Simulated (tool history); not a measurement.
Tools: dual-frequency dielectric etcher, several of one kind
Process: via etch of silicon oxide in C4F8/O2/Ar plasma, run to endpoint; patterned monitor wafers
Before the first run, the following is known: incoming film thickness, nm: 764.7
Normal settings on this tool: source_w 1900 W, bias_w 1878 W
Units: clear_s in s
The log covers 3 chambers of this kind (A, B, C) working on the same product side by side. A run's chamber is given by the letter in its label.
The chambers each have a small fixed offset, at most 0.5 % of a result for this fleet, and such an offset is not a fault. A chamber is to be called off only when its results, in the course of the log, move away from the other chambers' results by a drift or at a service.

run	hour	source_w	bias_w	hours since the last wet clean	hours since the last source power generator calibration	hours since the last bias power generator calibration	clear_s
1B	3.8	1900	1878	143.1	1790.7	1333.7	158.3
2A	8.3	1900	1878	284.6	1969.8	837.9	157.43
3C	13.5	1900	1878	244.4	1208.2	414	155.55
4C	21.7	1900	1878	252.6	1216.4	422.2	156.73
5B	25.9	1900	1878	165.2	1812.8	1355.8	156.61
6A	32.9	1900	1878	309.2	1994.4	862.5	156.87
7C	39.5	1900	1878	270.4	1234.2	440	156.47
8A	47.6	1900	1878	323.9	2009.1	877.2	157.56
9B	54.7	1900	1878	194	1841.6	1384.6	157.58
10B	62.6	2130	1878	201.9	1849.5	1392.5	152.62
11C	68.3	2130	1878	299.2	1263	468.8	148.52
12A	76.5	2130	1878	352.8	2038	906.1	150.75
13B	81.2	1900	1878	220.5	1868.1	1411.1	160.65
14A	89.4	1900	1878	365.7	2050.9	919	157.95
15C	94.8	1900	1878	325.7	1289.5	495.3	156.15
16B	98.7	1900	2041	238	1885.6	1428.6	155.83
17C	103.8	1900	2041	334.7	1298.5	504.3	152
18A	111.5	1900	2041	387.8	2073	941.1	153.8
19C	115	1900	1878	345.9	1309.7	515.5	156.28
20A	121.7	1900	1878	398	2083.2	951.3	156.43
21B	125.4	1900	1878	264.7	1912.3	1455.3	163.62
22C	130.6	1750	2057	361.5	1325.3	531.1	155.36
23B	136.4	1750	2057	275.7	1923.3	1466.3	162.67
24A	141.3	1750	2057	417.6	2102.8	970.9	157.84
25C	147.6	1900	1878	378.5	1342.3	548.1	155.99
# hour 152.3: chamber C: wet clean of the chamber
26A	153.8	1900	1878	430.1	2115.3	983.4	158.39
27B	161.5	1900	1459	300.8	1948.4	1491.4	175.35
28A	165.5	1900	1459	441.8	2127	995.1	168.56
29C	172.7	1900	1459	20.5	1367.4	573.2	166.48
30B	177.4	1900	1878	316.7	1964.3	1507.3	165.89
31C	183.4	1900	2068	31.2	1378.1	583.9	150.75
32A	188.9	1900	2068	465.2	2150.4	1018.5	152.57

Has any chamber moved away from the others, gradually or after a service, or does the common gauge drift, or do the chambers differ only by their own small steady offsets? State the chamber and the most likely cause if one applies.

Little by little, chamber B moves away from the other chambers.
Cause: etch rate under this chamber's usual, % = 5.33.

Here are 4 candidates for chamber B's next run, each the usual settings with a change, their results left as question marks. Which one brings its results back in line with what the others give on the usual settings?
Maximum distance from the other chambers' mean on the usual settings for a result to count as in line: clear_s 2.7 s
33B-1	194.8	1790	1878				?
33B-2	194.8	1900	2262				?
33B-3	194.8	1980	1931				?
33B-4	194.8	1710	1749				?

Average result of the remaining chambers running the usual settings: clear_s 156.72 s
run	clear_s
33B-1	169.82
33B-2	157.2
33B-3	161.91
33B-4	176.42
It is 33B-2 that realigns the chamber with its peers.

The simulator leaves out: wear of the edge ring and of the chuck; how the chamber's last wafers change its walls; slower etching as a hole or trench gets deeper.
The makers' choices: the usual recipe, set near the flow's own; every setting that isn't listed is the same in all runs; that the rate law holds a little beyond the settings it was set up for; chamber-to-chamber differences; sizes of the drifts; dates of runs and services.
